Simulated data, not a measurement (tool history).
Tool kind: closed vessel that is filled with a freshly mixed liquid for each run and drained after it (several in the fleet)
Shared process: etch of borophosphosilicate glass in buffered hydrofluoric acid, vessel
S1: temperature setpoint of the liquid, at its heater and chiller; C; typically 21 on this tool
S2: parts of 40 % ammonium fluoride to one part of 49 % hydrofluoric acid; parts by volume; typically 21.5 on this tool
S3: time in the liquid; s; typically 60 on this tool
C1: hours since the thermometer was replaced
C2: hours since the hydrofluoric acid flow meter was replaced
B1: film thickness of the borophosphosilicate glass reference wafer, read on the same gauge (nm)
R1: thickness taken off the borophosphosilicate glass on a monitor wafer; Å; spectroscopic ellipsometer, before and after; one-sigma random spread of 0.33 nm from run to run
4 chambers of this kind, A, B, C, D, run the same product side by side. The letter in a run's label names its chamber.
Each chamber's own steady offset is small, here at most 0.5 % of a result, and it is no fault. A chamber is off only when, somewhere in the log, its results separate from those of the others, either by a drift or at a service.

{"run": "1C", "day": 0.117, "S1": 21, "S2": 21.5, "S3": 60, "C1": 1492.4, "C2": 767.0, "B1": 89.982, "R1": 332.34}
{"run": "2B", "day": 0.212, "S1": 21, "S2": 21.5, "S3": 60, "C1": 60.8, "C2": 106.8, "B1": 90.012, "R1": 328.97}
{"run": "3D", "day": 0.362, "S1": 21, "S2": 21.5, "S3": 60, "C1": 55.0, "C2": 1083.3, "B1": 90.003, "R1": 333.47}
{"run": "4A", "day": 0.533, "S1": 21, "S2": 21.5, "S3": 60, "C1": 768.6, "C2": 382.4, "B1": 89.991, "R1": 333.7}
{"run": "5A", "day": 0.692, "S1": 21, "S2": 21.5, "S3": 60, "C1": 772.4, "C2": 386.2, "B1": 89.979, "R1": 328.9}
{"run": "6C", "day": 0.775, "S1": 21, "S2": 21.5, "S3": 60, "C1": 1508.2, "C2": 782.8, "B1": 90.013, "R1": 337.66}
{"run": "7B", "day": 0.871, "S1": 21, "S2": 21.5, "S3": 60, "C1": 76.6, "C2": 122.6, "B1": 90.006, "R1": 330.52}
{"run": "8D", "day": 0.996, "S1": 21, "S2": 21.5, "S3": 60, "C1": 70.2, "C2": 1098.5, "B1": 89.986, "R1": 336.23}
{"run": "9A", "day": 1.125, "S1": 21, "S2": 21.5, "S3": 60, "C1": 782.8, "C2": 396.6, "B1": 89.993, "R1": 334.04}
{"run": "10B", "day": 1.221, "S1": 21, "S2": 16.0, "S3": 40, "C1": 85.0, "C2": 131.0, "B1": 89.985, "R1": 280.92}
{"run": "11C", "day": 1.308, "S1": 21, "S2": 16.0, "S3": 40, "C1": 1521.0, "C2": 795.6, "B1": 89.994, "R1": 288.85}
{"run": "12D", "day": 1.454, "S1": 21, "S2": 16.0, "S3": 40, "C1": 81.2, "C2": 1109.5, "B1": 90.014, "R1": 290.18}
{"run": "13B", "day": 1.612, "S1": 21, "S2": 16.0, "S3": 40, "C1": 94.4, "C2": 140.4, "B1": 89.986, "R1": 289.26}
{"run": "14A", "day": 1.725, "S1": 21, "S2": 21.5, "S3": 60, "C1": 797.2, "C2": 411.0, "B1": 89.997, "R1": 340.92}
{"run": "15C", "day": 1.867, "S1": 17, "S2": 21.5, "S3": 40, "C1": 1534.4, "C2": 809.0, "B1": 89.991, "R1": 174.99}
{"run": "16D", "day": 1.95, "S1": 17, "S2": 21.5, "S3": 40, "C1": 93.1, "C2": 1121.4, "B1": 90.011, "R1": 175.18}
{"run": "17C", "day": 2.042, "S1": 17, "S2": 21.5, "S3": 40, "C1": 1538.6, "C2": 813.2, "B1": 89.995, "R1": 178.45}
{"run": "18A", "day": 2.208, "S1": 17, "S2": 21.5, "S3": 40, "C1": 808.8, "C2": 422.6, "B1": 89.972, "R1": 179.91}
{"run": "19D", "day": 2.308, "S1": 21, "S2": 21.5, "S3": 60, "C1": 101.7, "C2": 1130.0, "B1": 90.003, "R1": 329.27}
{"day": 2.367, "done": "chamber A: thermometer replaced"}
{"run": "20B", "day": 2.412, "S1": 21, "S2": 21.5, "S3": 60, "C1": 113.6, "C2": 159.6, "B1": 90.004, "R1": 329.75}
{"run": "21D", "day": 2.571, "S1": 21, "S2": 21.5, "S3": 60, "C1": 108.0, "C2": 1136.3, "B1": 89.995, "R1": 327.28}
{"run": "22C", "day": 2.729, "S1": 21, "S2": 21.5, "S3": 60, "C1": 1555.1, "C2": 829.7, "B1": 89.983, "R1": 326.64}
{"run": "23B", "day": 2.829, "S1": 21, "S2": 21.5, "S3": 60, "C1": 123.6, "C2": 169.6, "B1": 89.994, "R1": 324.15}
{"run": "24A", "day": 2.979, "S1": 21, "S2": 21.5, "S3": 60, "C1": 14.7, "C2": 441.1, "B1": 89.998, "R1": 351.66}
{"run": "25B", "day": 3.096, "S1": 23, "S2": 21.5, "S3": 60, "C1": 130.0, "C2": 176.0, "B1": 89.993, "R1": 363.7}
{"run": "26C", "day": 3.175, "S1": 23, "S2": 21.5, "S3": 60, "C1": 1565.8, "C2": 840.4, "B1": 89.988, "R1": 366.85}
{"run": "27D", "day": 3.292, "S1": 23, "S2": 21.5, "S3": 60, "C1": 125.3, "C2": 1153.6, "B1": 90.014, "R1": 363.09}
{"run": "28A", "day": 3.467, "S1": 23, "S2": 21.5, "S3": 60, "C1": 26.4, "C2": 452.8, "B1": 90.008, "R1": 390.98}
{"run": "29B", "day": 3.633, "S1": 21, "S2": 21.5, "S3": 60, "C1": 142.9, "C2": 188.9, "B1": 89.989, "R1": 325.43}
{"run": "30D", "day": 3.721, "S1": 21, "S2": 21.5, "S3": 60, "C1": 135.6, "C2": 1163.9, "B1": 89.98, "R1": 333.25}
{"run": "31A", "day": 3.829, "S1": 21, "S2": 21.5, "S3": 60, "C1": 35.1, "C2": 461.5, "B1": 90.02, "R1": 350.33}
{"run": "32C", "day": 3.942, "S1": 21, "S2": 21.5, "S3": 60, "C1": 1584.2, "C2": 858.8, "B1": 90.005, "R1": 330.4}

All 4 chambers run these settings next. Forecast each chamber's results:
{"run": "33A", "day": 4.075, "S1": 21, "S2": 21.5, "S3": 35, "R1": "?"}
{"run": "33B", "day": 4.075, "S1": 21, "S2": 21.5, "S3": 35, "R1": "?"}
{"run": "33C", "day": 4.075, "S1": 21, "S2": 21.5, "S3": 35, "R1": "?"}
{"run": "33D", "day": 4.075, "S1": 21, "S2": 21.5, "S3": 35, "R1": "?"}

run=33A R1=207.50
run=33B R1=190.33
run=33C R1=193.50
run=33D R1=192.92
